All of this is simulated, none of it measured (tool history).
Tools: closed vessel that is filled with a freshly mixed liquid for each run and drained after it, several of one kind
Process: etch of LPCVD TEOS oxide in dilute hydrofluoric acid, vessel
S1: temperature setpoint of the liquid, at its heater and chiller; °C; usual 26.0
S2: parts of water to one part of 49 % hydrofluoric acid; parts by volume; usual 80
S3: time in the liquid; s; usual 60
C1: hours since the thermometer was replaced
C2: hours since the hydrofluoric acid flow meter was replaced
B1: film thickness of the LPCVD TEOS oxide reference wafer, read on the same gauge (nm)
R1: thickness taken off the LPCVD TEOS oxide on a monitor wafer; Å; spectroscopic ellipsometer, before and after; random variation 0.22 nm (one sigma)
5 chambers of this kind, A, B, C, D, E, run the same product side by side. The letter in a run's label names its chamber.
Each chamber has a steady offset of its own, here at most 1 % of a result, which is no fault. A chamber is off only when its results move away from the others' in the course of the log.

run   hour    S1   S2  S3      C1      C2      B1      R1
 1C    9.1  26.0   80  60    72.9   550.6  149.99  313.94
 2D   18.1  26.0   80  60   554.0   308.9  150.00  307.92
 3A   24.9  26.0   80  60   972.5  1060.6  150.00  306.94
 4E   38.8  26.0   80  60   104.5   579.0  149.97  312.90
 5B   50.3  26.0   80  60   854.8   761.1  150.00  310.78
 6C   58.7  26.0   80  60   122.5   600.2  150.01  311.76
 7D   65.6  26.0   80  60   601.5   356.4  150.00  308.82
 8B   73.9  26.0   80  60   878.4   784.7  150.04  310.87
      75.4  -- chamber D: thermometer replaced
 9A   88.7  26.0   80  60  1036.3  1124.4  150.03  306.57
10E  100.0  26.0   80  60   165.7   640.2  150.00  314.03
11D  111.0  26.0   80  60    35.6   401.8  149.99  311.20
12B  119.0  26.0   80  60   923.5   829.8  150.00  312.05
13C  133.3  26.0   80  60   197.1   674.8  149.98  315.13
14A  144.1  26.0   80  60  1091.7  1179.8  150.02  309.74
15E  156.1  26.0   80  60   221.8   696.3  150.01  318.26
16B  169.0  26.0   80  60   973.5   879.8  150.00  309.25
17A  178.9  26.0   80  60  1126.5  1214.6  150.03  307.83
18D  186.1  26.0   80  60   110.7   476.9  149.99  308.91
     186.9  -- chamber E: hydrofluoric acid flow meter replaced
19C  200.8  26.0   80  60   264.6   742.3  150.01  312.18
20E  215.2  26.0   80  60   280.9    28.3  150.02  314.84
21C  223.6  26.0   80  60   287.4   765.1  150.02  312.39
22D  235.5  26.0   80  60   160.1   526.3  149.99  308.34
23A  247.0  26.0  100  90  1194.6  1282.7  150.01  361.69
24E  254.6  26.0  100  90   320.3    67.7  149.98  368.44
25B  268.4  26.0  100  90  1072.9   979.2  149.98  365.82
26C  281.0  26.0  100  90   344.8   822.5  150.02  367.42
27B  288.9  26.0  100  90  1093.4   999.7  150.01  362.24
28E  298.1  26.0   80  60   363.8   111.2  150.02  313.26
29D  305.0  21.5   80  60   229.6   595.8  150.00  259.23
30A  315.3  21.5   80  60  1262.9  1351.0  150.01  258.39
31B  327.5  21.5   80  60  1132.0  1038.3  150.00  257.63
32D  338.4  21.5   80  60   263.0   629.2  150.00  259.84
33C  352.5  21.5   80  60   416.3   894.0  149.97  258.03
34A  359.6  26.0   80  60  1307.2  1395.3  150.00  311.38
35E  370.9  22.5   80  45   436.6   184.0  149.99  204.92
36E  380.5  22.5   80  45   446.2   193.6  150.00  204.74
37C  388.4  22.5   80  45   452.2   929.9  150.00  202.55
     395.9  -- chamber D: hydrofluoric acid flow meter replaced
38D  396.8  22.5   80  45   321.4     1.0  150.01  202.01

All 5 chambers run these settings next. Forecast each chamber's results:
39A  407.5  26.0  80  60               ?
39B  407.5  26.0  80  60               ?
39C  407.5  26.0  80  60               ?
39D  407.5  26.0  80  60               ?
39E  407.5  26.0  80  60               ?

run      R1
39A  312.71
39B  309.60
39C  317.55
39D  310.60
39E  310.36
